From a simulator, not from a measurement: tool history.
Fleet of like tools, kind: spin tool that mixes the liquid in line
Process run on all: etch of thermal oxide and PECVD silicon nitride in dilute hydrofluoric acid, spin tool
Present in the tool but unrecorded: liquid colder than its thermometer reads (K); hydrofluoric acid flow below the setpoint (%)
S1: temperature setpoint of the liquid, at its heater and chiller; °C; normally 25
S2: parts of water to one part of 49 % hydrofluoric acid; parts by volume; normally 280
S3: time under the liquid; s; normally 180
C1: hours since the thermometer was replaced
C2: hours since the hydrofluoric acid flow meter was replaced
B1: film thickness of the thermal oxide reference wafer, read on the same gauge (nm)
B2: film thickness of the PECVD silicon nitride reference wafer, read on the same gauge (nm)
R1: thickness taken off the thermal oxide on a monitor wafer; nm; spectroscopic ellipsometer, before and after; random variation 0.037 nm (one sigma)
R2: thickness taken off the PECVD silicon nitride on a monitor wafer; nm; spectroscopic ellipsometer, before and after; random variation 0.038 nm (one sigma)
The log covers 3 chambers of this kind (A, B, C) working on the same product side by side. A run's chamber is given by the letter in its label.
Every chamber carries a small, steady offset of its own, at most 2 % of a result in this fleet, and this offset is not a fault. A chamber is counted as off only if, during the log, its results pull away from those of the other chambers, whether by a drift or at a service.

Run 1B, hour 2.3: usual settings; C1 172.3; C2 740.1; B1 150.01; B2 119.97. Result: R1 2.5858 nm, R2 2.8618 nm.
Run 2C, hour 4.9: usual settings; C1 2155.6; C2 360.2; B1 150.00; B2 119.99. Result: R1 2.5306 nm, R2 2.9120 nm.
Run 3A, hour 8.8: usual settings; C1 216.6; C2 1638.2; B1 150.00; B2 120.01. Result: R1 2.5807 nm, R2 2.8888 nm.
Run 4A, hour 11.1: usual settings; C1 218.9; C2 1640.5; B1 150.01; B2 120.00. Result: R1 2.5484 nm, R2 2.8472 nm.
Run 5B, hour 13.8: usual settings but S2 340 parts by volume; C1 183.8; C2 751.6; B1 149.99; B2 119.99. Result: R1 1.9882 nm, R2 2.3784 nm.
Run 6C, hour 16.7: usual settings but S2 340 parts by volume; C1 2167.4; C2 372.0; B1 149.99; B2 120.02. Result: R1 1.9344 nm, R2 2.3697 nm.
Run 7A, hour 19.9: usual settings but S2 340 parts by volume; C1 227.7; C2 1649.3; B1 149.98; B2 120.00. Result: R1 2.0429 nm, R2 2.3366 nm.
Run 8B, hour 23.6: usual settings; C1 193.6; C2 761.4; B1 149.99; B2 119.99. Result: R1 2.5345 nm, R2 2.8592 nm.
Run 9C, hour 28.3: usual settings; C1 2179.0; C2 383.6; B1 149.99; B2 119.97. Result: R1 2.4903 nm, R2 2.8500 nm.
Run 10C, hour 31.4: usual settings; C1 2182.1; C2 386.7; B1 150.01; B2 120.01. Result: R1 2.5293 nm, R2 2.7607 nm.
Run 11A, hour 34.8: usual settings; C1 242.6; C2 1664.2; B1 150.01; B2 119.99. Result: R1 2.6438 nm, R2 2.8502 nm.
Run 12B, hour 39.4: usual settings; C1 209.4; C2 777.2; B1 149.99; B2 120.02. Result: R1 2.5773 nm, R2 2.8408 nm.
Run 13C, hour 42.8: usual settings; C1 2193.5; C2 398.1; B1 150.01; B2 120.01. Result: R1 2.4494 nm, R2 2.8633 nm.
Run 14B, hour 46.2: usual settings but S2 350 parts by volume; C1 216.2; C2 784.0; B1 150.00; B2 120.02. Result: R1 1.8717 nm, R2 2.3314 nm.
Run 15A, hour 48.6: usual settings but S2 350 parts by volume; C1 256.4; C2 1678.0; B1 149.99; B2 120.00. Result: R1 1.8802 nm, R2 2.3031 nm.
Run 16B, hour 52.9: usual settings but S2 350 parts by volume; C1 222.9; C2 790.7; B1 149.99; B2 120.01. Result: R1 1.8888 nm, R2 2.3225 nm.
Run 17A, hour 56.2: usual settings; C1 264.0; C2 1685.6; B1 150.00; B2 119.99. Result: R1 2.5539 nm, R2 2.9423 nm.
Run 18C, hour 58.9: usual settings; C1 2209.6; C2 414.2; B1 150.00; B2 120.01. Result: R1 2.4778 nm, R2 2.8026 nm.
Run 19B, hour 63.6: usual settings; C1 233.6; C2 801.4; B1 149.99; B2 120.00. Result: R1 2.5787 nm, R2 2.9119 nm.
Run 20C, hour 67.4: usual settings; C1 2218.1; C2 422.7; B1 150.02; B2 120.03. Result: R1 2.3409 nm, R2 2.7175 nm.
Run 21A, hour 71.6: usual settings; C1 279.4; C2 1701.0; B1 150.01; B2 119.99. Result: R1 2.6081 nm, R2 2.8495 nm.
Run 22A, hour 76.4: usual settings; C1 284.2; C2 1705.8; B1 149.98; B2 119.99. Result: R1 2.6052 nm, R2 2.8787 nm.
Run 23B, hour 80.5: usual settings; C1 250.5; C2 818.3; B1 150.02; B2 119.99. Result: R1 2.5092 nm, R2 2.8965 nm.
Run 24C, hour 83.5: usual settings; C1 2234.2; C2 438.8; B1 149.99; B2 119.98. Result: R1 2.3121 nm, R2 2.7622 nm.
Run 25B, hour 87.0: usual settings; C1 257.0; C2 824.8; B1 150.00; B2 120.01. Result: R1 2.5516 nm, R2 2.9183 nm.
Run 26A, hour 90.9: usual settings; C1 298.7; C2 1720.3; B1 149.99; B2 119.99. Result: R1 2.6452 nm, R2 2.9918 nm.
Run 27C, hour 95.6: usual settings; C1 2246.3; C2 450.9; B1 149.98; B2 119.97. Result: R1 2.3594 nm, R2 2.7038 nm.
Run 28A, hour 98.4: usual settings; C1 306.2; C2 1727.8; B1 150.01; B2 119.97. Result: R1 2.6251 nm, R2 2.8840 nm.
Run 29B, hour 100.5: usual settings but S2 185 parts by volume; C1 270.5; C2 838.3; B1 149.99; B2 120.01. Result: R1 4.3310 nm, R2 4.3604 nm.
Run 30C, hour 102.9: usual settings but S2 185 parts by volume; C1 2253.6; C2 458.2; B1 150.01; B2 120.00. Result: R1 3.8170 nm, R2 4.1148 nm.
Run 31B, hour 105.3: usual settings but S2 185 parts by volume; C1 275.3; C2 843.1; B1 149.98; B2 119.99. Result: R1 4.3634 nm, R2 4.3117 nm.
Run 32C, hour 108.7: usual settings; C1 2259.4; C2 464.0; B1 150.00; B2 120.02. Result: R1 2.3008 nm, R2 2.6939 nm.
Run 33A, hour 112.5: usual settings; C1 320.3; C2 1741.9; B1 150.01; B2 120.00. Result: R1 2.5650 nm, R2 2.9212 nm.
Run 34A, hour 115.1: usual settings; C1 322.9; C2 1744.5; B1 150.01; B2 120.00. Result: R1 2.5720 nm, R2 2.8957 nm.
Run 35B, hour 119.7: usual settings; C1 289.7; C2 857.5; B1 150.01; B2 120.02. Result: R1 2.5276 nm, R2 2.9294 nm.
Run 36C, hour 124.5: usual settings but S3 125 s; C1 2275.2; C2 479.8; B1 149.98; B2 119.97. Result: R1 1.5720 nm, R2 1.8163 nm.
Run 37A, hour 127.7: usual settings but S3 125 s; C1 335.5; C2 1757.1; B1 150.01; B2 120.01. Result: R1 1.7563 nm, R2 1.9965 nm.
Run 38C, hour 132.1: usual settings but S3 125 s; C1 2282.8; C2 487.4; B1 150.01; B2 120.03. Result: R1 1.5770 nm, R2 1.8032 nm.
Run 39B, hour 136.9: usual settings; C1 306.9; C2 874.7; B1 149.99; B2 120.00. Result: R1 2.5881 nm, R2 2.8649 nm.

Read the log: is a single chamber off, either drifting away or since a service, is the gauge that measures every chamber drifting, or is nothing wrong beyond small per-chamber offsets? Name any odd chamber and what most likely caused it.

Little by little, chamber C moves away from the other chambers.
Most likely cause: hydrofluoric acid flow below the setpoint (%) = 9.34.

Chamber C could run next with any of the 4 candidate recipes listed below; each alters the usual settings, and their results appear as question marks. Which one brings its results back in line with what the other chambers deliver on the usual settings?
Counts as in line when no further than this from what the other chambers average on the usual settings: R1 0.1300 nm; R2 0.1300 nm
Run 40C-1, hour 140.4: usual settings but S1 25.5 °C, S2 310 parts by volume, S3 175 s. Result: R1 ?, R2 ?.
Run 40C-2, hour 140.4: usual settings but S2 290 parts by volume. Result: R1 ?, R2 ?.
Run 40C-3, hour 140.4: usual settings but S2 270 parts by volume. Result: R1 ?, R2 ?.
Run 40C-4, hour 140.4: usual settings but S1 24.0 °C, S2 250 parts by volume, S3 185 s. Result: R1 ?, R2 ?.

Usual-settings mean across the other chambers: R1 2.5736 nm; R2 2.8848 nm
  run      R1      R2
40C-1  1.9234  2.4174
40C-2  2.1218  2.5759
40C-3  2.3266  2.7637
40C-4  2.5453  2.8797
40C-4 puts the chamber back in line with the other chambers.

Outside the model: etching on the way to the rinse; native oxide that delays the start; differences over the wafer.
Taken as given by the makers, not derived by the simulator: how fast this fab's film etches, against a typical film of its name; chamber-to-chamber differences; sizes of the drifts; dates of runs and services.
